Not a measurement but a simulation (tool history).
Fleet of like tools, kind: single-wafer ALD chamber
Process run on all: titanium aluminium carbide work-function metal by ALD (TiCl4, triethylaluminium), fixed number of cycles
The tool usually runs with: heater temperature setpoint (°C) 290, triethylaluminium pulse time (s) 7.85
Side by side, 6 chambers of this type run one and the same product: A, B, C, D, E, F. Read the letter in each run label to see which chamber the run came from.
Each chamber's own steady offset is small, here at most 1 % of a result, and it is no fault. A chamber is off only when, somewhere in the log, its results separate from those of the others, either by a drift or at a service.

run    day  heater temperature setpoint (°C)  triethylaluminium pulse time (s)  read-back reference wafer on the same gauge, thickness_nm  mean film thickness on the monitor wafer (nm)
 1A  0.129                               290                              7.85                                                     1.7787                                         1.8356
 2D  0.354                               290                              7.85                                                     1.7798                                         1.8383
 3B  0.525                               290                              7.85                                                     1.7785                                         1.8651
 4E  0.696                               290                              7.85                                                     1.7807                                         1.8273
 5F  0.883                               290                              7.85                                                     1.7817                                         1.8357
 6C    1.1                               290                              7.85                                                     1.7801                                         1.8447
 7B  1.333                               290                              7.85                                                     1.7808                                         1.8661
 8E  1.538                               290                              7.85                                                     1.7789                                         1.8456
 9A  1.783                               290                              7.85                                                     1.7799                                         1.8367
10C  1.942                               290                              7.85                                                     1.7806                                         1.8519
11F  2.138                               290                              7.85                                                     1.7805                                         1.8354
12D  2.321                               290                              7.85                                                     1.7765                                         1.8311
13D  2.492                               290                              7.85                                                     1.7783                                          1.838
14C  2.629                               290                              7.85                                                     1.7789                                         1.8218
15E  2.862                               290                              7.85                                                     1.7803                                         1.8327
16F  3.017                               290                              7.85                                                     1.7804                                         1.8272
17A  3.196                               290                              7.85                                                     1.7816                                         1.8359
18B  3.396                               290                              7.85                                                     1.7809                                         1.8551
19A  3.562                               282                              9.19                                                     1.7796                                         1.8161
20E  3.825                               282                              9.19                                                     1.7785                                         1.8132
21F  3.979                               282                              9.19                                                     1.7798                                         1.8186
22D  4.217                               282                              9.19                                                     1.7815                                         1.8149
23C   4.45                               282                              9.19                                                     1.7795                                         1.7928
24B  4.629                               282                              9.19                                                     1.7788                                         1.8479
25F    4.9                               290                              7.85                                                     1.7804                                         1.8207
26D  5.104                               290                              7.85                                                     1.7806                                         1.8367
27A  5.358                               290                              7.85                                                     1.7796                                         1.8323
28C  5.504                               290                              7.85                                                     1.7817                                         1.7885
29B  5.646                               290                              7.85                                                      1.782                                          1.859
30E  5.829                               290                              7.85                                                     1.7782                                         1.8163
31B  6.075                               290                              7.85                                                     1.7785                                         1.8641
32F  6.288                               290                              7.85                                                     1.7805                                         1.8521
33A  6.408                               290                              7.85                                                       1.78                                         1.8423
34C  6.683                               290                              7.85                                                     1.7801                                         1.7679
35D  6.808                               290                              7.85                                                     1.7802                                         1.8344
36E  6.971                               300                              7.85                                                     1.7796                                         1.9217
37E  7.108                               300                              7.85                                                     1.7784                                         1.9129
38D  7.292                               300                              7.85                                                     1.7807                                         1.9115
39C    7.5                               300                              7.85                                                     1.7799                                         1.8431
40A  7.671                               300                              7.85                                                     1.7812                                         1.9131
41F  7.942                               300                              7.85                                                     1.7787                                         1.9306
42B  8.071                               290                              7.85                                                     1.7815                                         1.8355
43A  8.192                               290                              7.85                                                     1.7793                                         1.8396

One chamber off, gauge drift, or nothing amiss beyond the chambers' own small offsets? If it is a chamber, which one, and what is the likeliest cause?

Chamber C drifts away from the others.
Cause: triethylaluminium dose below that of a fresh bottle (%) = 22.8.

Chamber C could run next with any of the 4 candidate recipes listed below; each alters the usual settings, and their results appear as question marks. Which one brings its results back in line with what the other chambers deliver on the usual settings?
Counts as in line when no further than this from what the other chambers average on the usual settings: mean film thickness on the monitor wafer (nm) 0.029
44C-1  8.392                               299                             10.98                                                                                                         ?
44C-2  8.392                               285                              5.91                                                                                                         ?
44C-3  8.392                               287                              6.86                                                                                                         ?
44C-4  8.392                               293                              9.13                                                                                                         ?

Average result of the remaining chambers running the usual settings: mean film thickness on the monitor wafer (nm) 1.8383
  run  mean film thickness on the monitor wafer (nm)
44C-1                                         1.9479
44C-2                                          1.532
44C-3                                         1.6366
44C-4                                         1.8281
The right change is 44C-4: it brings the chamber back within the allowed miss of the others.

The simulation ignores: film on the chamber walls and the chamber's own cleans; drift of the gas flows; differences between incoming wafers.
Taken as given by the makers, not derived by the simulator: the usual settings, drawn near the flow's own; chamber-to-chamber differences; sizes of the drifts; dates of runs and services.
